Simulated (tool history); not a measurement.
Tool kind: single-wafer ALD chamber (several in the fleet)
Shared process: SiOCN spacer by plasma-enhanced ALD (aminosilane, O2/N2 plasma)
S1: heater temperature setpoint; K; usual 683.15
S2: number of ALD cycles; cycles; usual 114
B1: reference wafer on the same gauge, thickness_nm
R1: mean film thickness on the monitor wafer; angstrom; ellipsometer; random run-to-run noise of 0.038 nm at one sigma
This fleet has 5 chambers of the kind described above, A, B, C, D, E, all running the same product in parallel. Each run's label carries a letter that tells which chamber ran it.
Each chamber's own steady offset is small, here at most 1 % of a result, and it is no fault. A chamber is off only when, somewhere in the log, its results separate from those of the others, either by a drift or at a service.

Run 1E, day 0.238: usual settings; B1 6.1842. Result: R1 66.341 angstrom.
Run 2B, day 0.721: usual settings; B1 6.1810. Result: R1 66.398 angstrom.
Run 3A, day 0.942: usual settings; B1 6.1785. Result: R1 65.807 angstrom.
Run 4D, day 1.204: usual settings; B1 6.1845. Result: R1 67.049 angstrom.
Run 5C, day 1.592: usual settings; B1 6.1698. Result: R1 66.819 angstrom.
Run 6E, day 1.962: usual settings; B1 6.1726. Result: R1 66.614 angstrom.
Run 7B, day 2.383: usual settings; B1 6.1778. Result: R1 67.030 angstrom.
Run 8A, day 2.654: usual settings but S1 696.15 K, S2 135 cycles; B1 6.1820. Result: R1 75.894 angstrom.
Run 9D, day 3.000: usual settings but S1 696.15 K, S2 135 cycles; B1 6.1866. Result: R1 75.613 angstrom.
Run 10C, day 3.379: usual settings but S1 696.15 K, S2 135 cycles; B1 6.1854. Result: R1 75.301 angstrom.
Run 11D, day 3.758: usual settings but S1 696.15 K, S2 135 cycles; B1 6.1847. Result: R1 75.907 angstrom.
Run 12C, day 4.033: usual settings but S1 696.15 K, S2 135 cycles; B1 6.1847. Result: R1 75.734 angstrom.
Run 13A, day 4.442: usual settings; B1 6.1830. Result: R1 66.085 angstrom.
Run 14B, day 4.779: usual settings; B1 6.1884. Result: R1 66.291 angstrom.
Run 15E, day 5.242: usual settings; B1 6.1794. Result: R1 66.581 angstrom.
Run 16D, day 5.625: usual settings but S1 672.15 K, S2 123 cycles; B1 6.1783. Result: R1 74.485 angstrom.
Run 17E, day 6.000: usual settings but S1 672.15 K, S2 123 cycles; B1 6.1704. Result: R1 74.409 angstrom.
Run 18B, day 6.446: usual settings but S1 672.15 K, S2 123 cycles; B1 6.1838. Result: R1 75.137 angstrom.
Run 19C, day 6.812: usual settings but S1 672.15 K, S2 123 cycles; B1 6.1787. Result: R1 73.806 angstrom.
Run 20A, day 7.104: usual settings but S1 672.15 K, S2 123 cycles; B1 6.1748. Result: R1 74.045 angstrom.
Run 21C, day 7.592: usual settings; B1 6.1807. Result: R1 67.554 angstrom.
Run 22D, day 8.025: usual settings; B1 6.1770. Result: R1 66.113 angstrom.
Run 23E, day 8.404: usual settings; B1 6.1824. Result: R1 66.823 angstrom.
Run 24B, day 8.650: usual settings; B1 6.1758. Result: R1 66.916 angstrom.
At day 8.679: chamber D: thermocouple changed; heater temperature recalibrated.
Run 25A, day 8.925: usual settings but S1 674.15 K, S2 136 cycles; B1 6.1700. Result: R1 81.357 angstrom.
Run 26B, day 9.321: usual settings but S1 674.15 K, S2 136 cycles; B1 6.1776. Result: R1 81.344 angstrom.
Run 27E, day 9.671: usual settings but S1 674.15 K, S2 136 cycles; B1 6.1801. Result: R1 81.829 angstrom.
Run 28C, day 10.096: usual settings but S1 674.15 K, S2 136 cycles; B1 6.1827. Result: R1 81.733 angstrom.
Run 29D, day 10.571: usual settings but S1 674.15 K, S2 136 cycles; B1 6.1883. Result: R1 81.448 angstrom.
Run 30A, day 10.908: usual settings but S1 674.15 K, S2 95 cycles; B1 6.1841. Result: R1 56.810 angstrom.
Run 31B, day 11.250: usual settings but S1 674.15 K, S2 95 cycles; B1 6.1818. Result: R1 57.013 angstrom.
Run 32C, day 11.525: usual settings but S1 674.15 K, S2 95 cycles; B1 6.1742. Result: R1 56.712 angstrom.
Run 33A, day 11.767: usual settings but S1 674.15 K, S2 95 cycles; B1 6.1753. Result: R1 56.312 angstrom.
Run 34E, day 11.988: usual settings but S1 674.15 K, S2 95 cycles; B1 6.1888. Result: R1 56.855 angstrom.
Run 35D, day 12.296: usual settings; B1 6.1761. Result: R1 66.455 angstrom.
Run 36A, day 12.583: usual settings; B1 6.1809. Result: R1 66.563 angstrom.
Run 37E, day 12.879: usual settings; B1 6.1872. Result: R1 66.409 angstrom.
At day 13.025: chamber A: thermocouple changed; heater temperature recalibrated.
Run 38D, day 13.354: usual settings; B1 6.1735. Result: R1 66.908 angstrom.
Run 39C, day 13.738: usual settings but S1 690.15 K; B1 6.1734. Result: R1 65.133 angstrom.
Run 40B, day 13.983: usual settings but S1 690.15 K; B1 6.1816. Result: R1 65.043 angstrom.
Run 41C, day 14.450: usual settings but S1 690.15 K; B1 6.1796. Result: R1 66.002 angstrom.
Run 42A, day 14.792: usual settings but S1 690.15 K; B1 6.1763. Result: R1 64.776 angstrom.
Run 43D, day 15.125: usual settings but S1 690.15 K; B1 6.1807. Result: R1 65.092 angstrom.
Run 44B, day 15.450: usual settings; B1 6.1855. Result: R1 66.759 angstrom.

Each of the 5 chambers runs these same settings next. Fill in every chamber's results:
Run 45A, day 15.804: usual settings but S2 96 cycles. Result: R1 ?.
Run 45B, day 15.804: usual settings but S2 96 cycles. Result: R1 ?.
Run 45C, day 15.804: usual settings but S2 96 cycles. Result: R1 ?.
Run 45D, day 15.804: usual settings but S2 96 cycles. Result: R1 ?.
Run 45E, day 15.804: usual settings but S2 96 cycles. Result: R1 ?.

run      R1
45A  55.724
45B  55.579
45C  56.509
45D  56.228
45E  56.139
